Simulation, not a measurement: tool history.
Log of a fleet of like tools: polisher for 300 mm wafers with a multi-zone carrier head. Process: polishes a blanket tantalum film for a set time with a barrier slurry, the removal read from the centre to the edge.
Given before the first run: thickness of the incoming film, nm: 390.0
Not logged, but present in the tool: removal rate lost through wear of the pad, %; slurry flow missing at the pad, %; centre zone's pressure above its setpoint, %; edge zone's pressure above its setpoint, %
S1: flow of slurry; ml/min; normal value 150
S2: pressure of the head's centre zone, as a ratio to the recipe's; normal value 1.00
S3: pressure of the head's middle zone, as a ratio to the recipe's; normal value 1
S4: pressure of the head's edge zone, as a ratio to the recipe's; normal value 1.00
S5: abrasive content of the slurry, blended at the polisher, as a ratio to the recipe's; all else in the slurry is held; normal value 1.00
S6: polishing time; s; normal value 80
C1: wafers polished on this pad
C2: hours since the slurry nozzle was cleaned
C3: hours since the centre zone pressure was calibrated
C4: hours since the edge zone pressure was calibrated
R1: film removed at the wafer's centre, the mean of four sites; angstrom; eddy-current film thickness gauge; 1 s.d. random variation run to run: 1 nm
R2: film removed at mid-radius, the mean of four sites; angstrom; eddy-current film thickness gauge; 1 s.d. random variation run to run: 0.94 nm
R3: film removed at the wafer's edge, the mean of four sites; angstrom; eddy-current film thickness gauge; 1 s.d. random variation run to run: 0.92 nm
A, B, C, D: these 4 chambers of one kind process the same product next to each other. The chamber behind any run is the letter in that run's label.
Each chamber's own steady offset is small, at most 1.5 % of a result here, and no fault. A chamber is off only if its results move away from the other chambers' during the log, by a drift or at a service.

run,hour,S1,S2,S3,S4,S5,S6,C1,C2,C3,C4,R1,R2,R3
1A,6.1,150,1.00,1,1.00,1.00,80,176,192.0,753.1,404.9,867.78,882.82,877.33
2C,13.8,150,1.00,1,1.00,1.00,80,1224,109.5,727.3,333.7,878.05,886.07,893.49
# hour 20.1: chamber C: edge zone pressure recalibrated
# hour 23.2: chamber D: edge zone pressure recalibrated
3D,23.3,150,1.00,1,1.00,1.00,80,572,129.3,354.4,0.2,869.76,874.63,885.73
# hour 23.4: chamber C: worn pad replaced by a new one
4B,29.4,150,1.00,1,1.00,1.00,80,1011,178.0,264.4,500.7,872.79,874.38,888.62
5B,37.7,150,1.00,1,1.00,1.00,80,1068,186.3,272.7,509.0,859.66,874.50,875.24
6C,43.2,150,1.09,1,1.00,1.00,97,136,138.9,756.7,23.2,1188.00,1047.50,1072.40
# hour 50.1: chamber B: worn pad replaced by a new one
7D,50.6,150,1.09,1,1.00,1.00,97,759,156.6,381.7,27.5,1152.50,1074.10,1095.00
# hour 52.4: chamber A: worn pad replaced by a new one
8A,56.4,150,1.09,1,1.00,1.00,97,27,242.3,803.4,455.2,1171.40,1077.80,1058.90
# hour 59.1: chamber A: slurry nozzle cleaned
9B,63.8,150,1.09,1,1.00,1.00,97,93,212.4,298.8,535.1,1151.70,1068.20,1059.90
# hour 63.9: chamber B: edge zone pressure recalibrated
10C,70.6,150,1.00,1,1.00,1.00,80,323,166.3,784.1,50.6,905.38,866.31,878.78
11A,78.5,150,1.00,1,1.00,1.00,80,179,19.5,825.5,477.3,869.92,885.78,880.56
12D,88.4,150,1.00,1,1.00,1.00,80,1018,194.4,419.5,65.3,878.84,893.46,885.06
# hour 94.1: chamber A: centre zone pressure recalibrated
13B,97.7,150,1.00,1,1.00,1.00,80,326,246.3,332.7,33.8,870.96,888.76,864.10
14D,105.6,150,1.00,1,1.00,1.00,80,1136,211.6,436.7,82.5,869.60,863.29,889.26
15C,111.1,150,1.00,1,1.00,0.75,80,600,206.8,824.6,91.1,821.72,810.06,790.74
# hour 116.3: chamber D: worn pad replaced by a new one
# hour 122.8: chamber A: worn pad replaced by a new one
16A,123.1,150,1.00,1,1.00,0.75,80,2,64.1,29.1,521.9,790.58,819.04,795.87
17B,134.2,150,1.00,1,1.00,0.75,80,575,282.8,369.2,70.3,790.84,818.45,817.37
18A,140.1,150,1.00,1,1.00,0.75,80,119,81.1,46.1,538.9,792.64,813.61,812.09
19D,149.3,150,1.00,1,1.00,1.00,80,226,255.3,480.4,126.2,885.96,883.95,883.62
20C,160.7,150,1.00,1,1.00,1.00,80,940,256.4,874.2,140.7,888.16,876.12,882.00
21D,167.1,150,1.00,1,1.00,1.00,80,348,273.1,498.2,144.0,869.85,867.44,883.27
22A,173.9,150,1.00,1,1.00,1.00,80,350,114.9,79.9,572.7,876.70,895.48,875.95
# hour 174.7: chamber C: worn pad replaced by a new one
23B,179.4,150,1.00,1,1.00,1.00,80,885,328.0,414.4,115.5,877.87,894.78,881.05
24C,190.1,185,1.00,1,0.93,1.00,80,105,285.8,903.6,170.1,921.94,900.28,864.10
25D,196.8,185,1.00,1,0.93,1.00,80,551,302.8,527.9,173.7,915.14,921.90,862.78
26A,204.0,185,1.00,1,0.93,1.00,80,556,145.0,110.0,602.8,927.97,896.85,875.29
# hour 204.4: chamber A: worn pad replaced by a new one
27C,213.6,185,1.00,1,0.93,1.00,80,266,309.3,927.1,193.6,928.70,902.56,859.90
28B,223.0,150,1.00,1,1.00,1.00,80,1183,371.6,458.0,159.1,840.78,871.01,884.78
29D,228.5,150,1.00,1,1.00,1.00,80,768,334.5,559.6,205.4,858.57,875.40,865.57
30B,237.3,150,1.00,1,1.00,1.00,80,1281,385.9,472.3,173.4,881.19,873.47,878.16
# hour 238.5: chamber B: worn pad replaced by a new one
31C,245.6,135,1.00,1,1.00,1.00,97,485,341.3,959.1,225.6,1069.30,1035.50,1046.70
32A,253.4,135,1.00,1,1.00,1.00,97,335,194.4,159.4,652.2,1038.80,1062.50,1053.60
# hour 258.5: chamber C: centre zone pressure recalibrated
33C,263.5,135,1.00,1,1.00,1.00,97,608,359.2,5.0,243.5,1061.30,1020.80,1061.50
34D,270.8,135,1.00,1,1.00,1.00,97,1057,376.8,601.9,247.7,1062.40,1034.40,1073.40
35A,277.5,150,1.00,1,1.00,1.00,80,500,218.5,183.5,676.3,897.84,902.82,869.39
36B,284.7,150,1.00,1,1.00,1.00,80,316,433.3,519.7,220.8,875.27,893.12,876.23
# hour 286.6: chamber A: worn pad replaced by a new one
37C,294.3,150,1.00,1,1.00,1.00,80,819,390.0,35.8,274.3,907.89,884.66,884.17
# hour 302.5: chamber A: edge zone pressure recalibrated
# hour 303.7: chamber A: slurry nozzle cleaned
38A,304.3,150,1.00,1,1.00,1.00,80,121,0.7,210.3,1.9,866.80,894.82,889.39
39D,314.6,150,1.00,1,1.00,1.15,102,1357,420.6,645.7,291.5,1148.40,1158.40,1201.20

The same settings go to every chamber for the next run, one line per chamber below. Forecast the results for each:
40A,323.3,150,1.00,1,1.00,1.00,80,,,,,?,?,?
40B,323.3,150,1.00,1,1.00,1.00,80,,,,,?,?,?
40C,323.3,150,1.00,1,1.00,1.00,80,,,,,?,?,?
40D,323.3,150,1.00,1,1.00,1.00,80,,,,,?,?,?

run,R1,R2,R3
40A,876.39,892.77,889.15
40B,872.56,879.19,895.26
40C,883.27,873.78,885.14
40D,854.81,892.02,893.03
